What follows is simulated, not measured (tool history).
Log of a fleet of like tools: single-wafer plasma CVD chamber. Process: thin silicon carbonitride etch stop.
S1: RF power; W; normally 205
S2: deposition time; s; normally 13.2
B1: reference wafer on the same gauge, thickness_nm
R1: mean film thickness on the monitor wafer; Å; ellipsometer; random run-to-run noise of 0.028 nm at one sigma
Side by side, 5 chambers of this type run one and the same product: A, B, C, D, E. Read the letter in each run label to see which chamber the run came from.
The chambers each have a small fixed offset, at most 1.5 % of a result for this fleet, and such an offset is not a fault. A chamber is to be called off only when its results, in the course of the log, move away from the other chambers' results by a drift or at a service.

run     day   S1    S2      B1      R1
 1C   0.400  205  13.2  6.2988  76.644
 2E   0.712  205  13.2  6.2987  75.733
 3D   1.083  205  13.2  6.3038  75.433
 4B   1.475  205  13.2  6.3082  75.753
 5A   2.012  205  13.2  6.2993  76.006
 6E   2.533  205  13.2  6.2954  76.119
 7B   3.046  205  13.2  6.3033  75.676
 8D   3.517  205  13.2  6.3004  75.772
 9A   3.996  205  13.2  6.2978  76.018
10C   4.275  205  13.2  6.2928  77.164
11B   4.758  205  13.2  6.3008  76.189
12E   5.012  165  13.2  6.2958  70.204
13A   5.312  165  13.2  6.3018  70.899
14D   5.646  165  13.2  6.2942  71.578
15C   6.175  165  13.2  6.2990  72.151
16B   6.492  165  13.2  6.2988  71.452
17E   6.800  205  13.2  6.2998  75.321
18D   7.288  205  13.2  6.3062  75.971
19C   7.538  205  13.2  6.3004  76.998
20A   7.796  205  13.2  6.2996  75.785
21B   8.183  205  15.6  6.3007  89.815
22D   8.608  205  15.6  6.3050  89.600
23A   9.075  205  15.6  6.3042  90.430
24E   9.542  205  15.6  6.2989  89.206
      9.600  -- chamber C: RF generator calibrated
25C  10.062  205  15.6  6.3024  90.836
26C  10.546  205  13.2  6.3048  77.026
27E  10.858  205  13.2  6.2993  75.954
28D  11.150  205  13.2  6.2981  75.396
29A  11.675  205  13.2  6.2980  75.805
30B  12.188  205  13.2  6.3021  76.077
31D  12.542  205  13.2  6.3041  75.836
32C  12.825  205  13.2  6.3005  77.006
33B  13.304  205  13.2  6.3014  76.704

What goes on in this fleet: one chamber off, a drifting gauge, or nothing beyond the chambers' own small offsets? Name the chamber and the cause, if any.

No chamber stands off beyond its own small offset, and the gauge holds steady.

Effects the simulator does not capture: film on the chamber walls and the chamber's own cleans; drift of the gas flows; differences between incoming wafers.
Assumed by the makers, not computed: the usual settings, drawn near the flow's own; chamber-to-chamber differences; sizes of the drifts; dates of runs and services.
